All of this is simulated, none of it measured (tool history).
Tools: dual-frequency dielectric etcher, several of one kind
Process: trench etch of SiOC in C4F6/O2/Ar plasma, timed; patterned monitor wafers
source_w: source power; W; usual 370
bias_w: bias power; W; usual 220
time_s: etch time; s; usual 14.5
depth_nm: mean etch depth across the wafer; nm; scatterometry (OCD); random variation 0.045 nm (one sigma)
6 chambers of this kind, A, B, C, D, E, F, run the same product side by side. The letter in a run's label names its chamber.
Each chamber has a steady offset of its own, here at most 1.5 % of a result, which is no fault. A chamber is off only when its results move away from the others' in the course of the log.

run,hour,source_w,bias_w,time_s,"read-back reference wafer on the same gauge, depth_nm",depth_nm
1F,8.9,370,220,14.5,27.511,30.804
2C,17.6,370,220,14.5,27.516,30.887
3A,26.7,370,220,14.5,27.510,31.225
4E,34.3,370,220,14.5,27.515,31.236
# hour 42.8: chamber A: wet clean of the chamber
5D,43.6,370,220,14.5,27.524,31.149
6B,52.7,300,220,14.5,27.538,28.781
7E,62.2,300,220,14.5,27.532,28.898
8B,67.6,300,220,14.5,27.542,28.758
9A,74.6,300,220,14.5,27.537,28.899
10D,79.4,300,220,14.5,27.550,28.653
11F,83.9,300,220,14.5,27.548,28.466
# hour 85.6: chamber B: wet clean of the chamber
12C,89.2,320,220,14.5,27.548,29.326
# hour 96.8: chamber D: wet clean of the chamber
13A,97.4,320,220,14.5,27.563,29.592
14B,102.9,320,220,14.5,27.562,29.481
15C,111.6,320,220,14.5,27.570,29.299
16F,116.5,320,220,14.5,27.556,29.212
17E,122.4,320,220,14.5,27.574,29.622
18D,130.1,370,220,14.5,27.576,31.109
19B,135.2,370,220,14.5,27.580,31.335
20A,144.5,370,220,14.5,27.586,31.249
21E,151.3,370,220,14.5,27.586,31.226
22C,156.0,370,220,14.5,27.593,30.996
# hour 160.8: chamber F: source power generator calibrated
# hour 160.9: chamber E: source power generator calibrated
23F,163.8,370,220,14.5,27.599,30.936
24D,168.6,370,220,14.5,27.601,31.141
25F,174.8,370,220,14.5,27.607,30.938
26E,179.7,370,220,14.5,27.597,31.365
# hour 181.9: chamber F: wet clean of the chamber
27B,185.4,370,220,14.5,27.619,31.266
28C,190.1,370,220,14.5,27.629,31.043
29D,199.6,370,220,14.5,27.613,31.232
30A,207.8,370,220,14.5,27.618,31.425
# hour 214.5: chamber E: bias power generator calibrated
31C,215.7,370,220,14.5,27.624,30.981
32B,224.1,370,220,14.5,27.630,31.191
33D,229.4,370,220,14.5,27.631,31.228
34E,237.7,420,253,14.5,27.648,34.521
35F,246.5,420,253,14.5,27.631,34.034
# hour 252.5: chamber C: wet clean of the chamber
36A,253.2,420,253,14.5,27.638,34.442
37B,262.8,420,253,14.5,27.644,34.470
38C,268.4,420,253,14.5,27.655,34.118

What goes on in this fleet: one chamber off, a drifting gauge, or nothing beyond the chambers' own small offsets? Name the chamber and the cause, if any.

The gauge drifts, so all chambers seem to drift together. No chamber is off.
Cause: gauge reads high (%) = 0.588.

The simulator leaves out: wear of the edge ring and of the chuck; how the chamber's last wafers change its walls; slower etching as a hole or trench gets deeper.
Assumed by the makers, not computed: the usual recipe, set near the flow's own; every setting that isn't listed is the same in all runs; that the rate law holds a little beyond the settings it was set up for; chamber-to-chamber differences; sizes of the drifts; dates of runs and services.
